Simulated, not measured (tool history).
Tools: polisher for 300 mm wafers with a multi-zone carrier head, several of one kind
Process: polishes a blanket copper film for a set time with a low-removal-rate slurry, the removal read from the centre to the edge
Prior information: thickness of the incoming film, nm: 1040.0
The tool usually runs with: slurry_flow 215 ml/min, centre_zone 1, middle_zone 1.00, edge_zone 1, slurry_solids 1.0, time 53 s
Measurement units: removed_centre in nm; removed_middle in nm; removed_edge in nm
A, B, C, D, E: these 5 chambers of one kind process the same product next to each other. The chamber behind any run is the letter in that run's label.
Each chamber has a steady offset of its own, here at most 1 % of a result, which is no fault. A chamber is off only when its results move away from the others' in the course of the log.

Run 1C, hour 5.2: usual settings. Result: removed_centre 162.57 nm, removed_middle 161.81 nm, removed_edge 163.50 nm.
Run 2B, hour 9.0: usual settings. Result: removed_centre 164.12 nm, removed_middle 162.03 nm, removed_edge 161.28 nm.
Run 3A, hour 12.5: usual settings. Result: removed_centre 164.07 nm, removed_middle 165.74 nm, removed_edge 162.78 nm.
Run 4D, hour 16.7: usual settings. Result: removed_centre 162.29 nm, removed_middle 165.51 nm, removed_edge 167.78 nm.
Run 5E, hour 20.8: usual settings. Result: removed_centre 161.80 nm, removed_middle 166.31 nm, removed_edge 164.03 nm.
Run 6B, hour 23.9: usual settings. Result: removed_centre 165.46 nm, removed_middle 163.33 nm, removed_edge 164.09 nm.
Run 7A, hour 27.0: usual settings. Result: removed_centre 164.23 nm, removed_middle 164.82 nm, removed_edge 159.50 nm.
Run 8E, hour 31.0: usual settings. Result: removed_centre 162.93 nm, removed_middle 161.77 nm, removed_edge 163.72 nm.
Run 9D, hour 37.6: usual settings. Result: removed_centre 161.19 nm, removed_middle 164.58 nm, removed_edge 164.32 nm.
Run 10C, hour 42.3: usual settings but slurry_flow 245 ml/min, middle_zone 0.91. Result: removed_centre 166.99 nm, removed_middle 153.43 nm, removed_edge 165.23 nm.
Run 11B, hour 46.5: usual settings but slurry_flow 245 ml/min, middle_zone 0.91. Result: removed_centre 166.87 nm, removed_middle 154.56 nm, removed_edge 164.24 nm.
At hour 48.6: chamber C: centre zone pressure recalibrated.
At hour 48.6: chamber A: worn pad replaced by a new one.
Run 12E, hour 50.5: usual settings but slurry_flow 245 ml/min, middle_zone 0.91. Result: removed_centre 167.62 nm, removed_middle 154.65 nm, removed_edge 165.78 nm.
At hour 54.4: chamber E: centre zone pressure recalibrated.
Run 13C, hour 54.4: usual settings but slurry_flow 245 ml/min, middle_zone 0.91. Result: removed_centre 164.59 nm, removed_middle 156.17 nm, removed_edge 166.78 nm.
Run 14D, hour 59.8: usual settings but slurry_flow 245 ml/min, middle_zone 0.91. Result: removed_centre 162.69 nm, removed_middle 152.84 nm, removed_edge 165.86 nm.
Run 15A, hour 62.8: usual settings. Result: removed_centre 161.51 nm, removed_middle 167.22 nm, removed_edge 164.17 nm.
Run 16A, hour 66.5: usual settings. Result: removed_centre 164.51 nm, removed_middle 165.29 nm, removed_edge 159.98 nm.
Run 17E, hour 71.4: usual settings. Result: removed_centre 164.62 nm, removed_middle 164.11 nm, removed_edge 164.85 nm.
At hour 75.7: chamber B: worn pad replaced by a new one.
At hour 75.9: chamber B: centre zone pressure recalibrated.
At hour 76.4: chamber E: worn pad replaced by a new one.
Run 18C, hour 77.4: usual settings. Result: removed_centre 162.33 nm, removed_middle 167.96 nm, removed_edge 163.64 nm.
Run 19B, hour 82.7: usual settings. Result: removed_centre 179.56 nm, removed_middle 163.40 nm, removed_edge 163.05 nm.
At hour 84.4: chamber D: worn pad replaced by a new one.
Run 20D, hour 89.3: usual settings. Result: removed_centre 161.37 nm, removed_middle 163.92 nm, removed_edge 164.38 nm.
Run 21D, hour 95.2: usual settings but slurry_solids 1.1, time 34 s. Result: removed_centre 104.69 nm, removed_middle 108.50 nm, removed_edge 106.74 nm.
At hour 98.3: chamber C: worn pad replaced by a new one.
Run 22B, hour 101.3: usual settings but slurry_solids 1.1, time 34 s. Result: removed_centre 116.51 nm, removed_middle 108.59 nm, removed_edge 107.35 nm.
At hour 102.3: chamber D: edge zone pressure recalibrated.
Run 23A, hour 107.3: usual settings but slurry_solids 1.1, time 34 s. Result: removed_centre 107.88 nm, removed_middle 107.44 nm, removed_edge 106.83 nm.
At hour 109.7: chamber E: edge zone pressure recalibrated.
Run 24E, hour 112.9: usual settings but slurry_solids 1.1, time 34 s. Result: removed_centre 106.71 nm, removed_middle 107.87 nm, removed_edge 107.29 nm.
Run 25C, hour 119.2: usual settings but slurry_solids 1.1, time 34 s. Result: removed_centre 106.60 nm, removed_middle 107.98 nm, removed_edge 106.22 nm.
Run 26E, hour 126.2: usual settings. Result: removed_centre 163.12 nm, removed_middle 164.49 nm, removed_edge 165.46 nm.
Run 27C, hour 130.7: usual settings. Result: removed_centre 161.78 nm, removed_middle 166.51 nm, removed_edge 162.91 nm.
At hour 132.8: chamber A: worn pad replaced by a new one.
Run 28B, hour 135.2: usual settings. Result: removed_centre 179.61 nm, removed_middle 164.07 nm, removed_edge 164.01 nm.
Run 29D, hour 141.1: usual settings. Result: removed_centre 161.17 nm, removed_middle 161.42 nm, removed_edge 166.75 nm.
Run 30A, hour 144.8: usual settings. Result: removed_centre 162.33 nm, removed_middle 163.99 nm, removed_edge 161.68 nm.

Has any chamber moved away from the others, gradually or after a service, or does the common gauge drift, or do the chambers differ only by their own small steady offsets? State the chamber and the most likely cause if one applies.

After it was serviced, chamber B no longer matches the other chambers.
What lies behind it: centre zone's pressure above its setpoint, % = 8.81.

Which of the 4 candidates below, each the usual settings with something changed and its results left as question marks, puts chamber B back in line with what the other chambers give on the usual settings?
In line means no further than this from the other chambers' mean on the usual settings: removed_centre 4.50 nm; removed_middle 6.30 nm; removed_edge 6.10 nm
Run 31B-1, hour 149.8: usual settings but slurry_flow 210 ml/min, centre_zone 0.92, middle_zone 1.01, edge_zone 1.03. Result: removed_centre ?, removed_middle ?, removed_edge ?.
Run 31B-2, hour 149.8: usual settings but slurry_flow 220 ml/min, centre_zone 1.08, middle_zone 0.99, edge_zone 0.97, time 54 s. Result: removed_centre ?, removed_middle ?, removed_edge ?.
Run 31B-3, hour 149.8: usual settings but centre_zone 1.03, edge_zone 0.99. Result: removed_centre ?, removed_middle ?, removed_edge ?.
Run 31B-4, hour 149.8: usual settings but centre_zone 0.97, edge_zone 1.01. Result: removed_centre ?, removed_middle ?, removed_edge ?.

The other chambers' mean on the usual settings: removed_centre 162.73 nm; removed_middle 163.81 nm; removed_edge 163.55 nm
  run  removed_centre  removed_middle  removed_edge
31B-1          163.72          165.74        164.12
31B-2          199.43          166.74        162.85
31B-3          185.46          164.68        161.14
31B-4          173.91          164.74        162.84
31B-1 is the one that brings the chamber's results back in line with the other chambers.

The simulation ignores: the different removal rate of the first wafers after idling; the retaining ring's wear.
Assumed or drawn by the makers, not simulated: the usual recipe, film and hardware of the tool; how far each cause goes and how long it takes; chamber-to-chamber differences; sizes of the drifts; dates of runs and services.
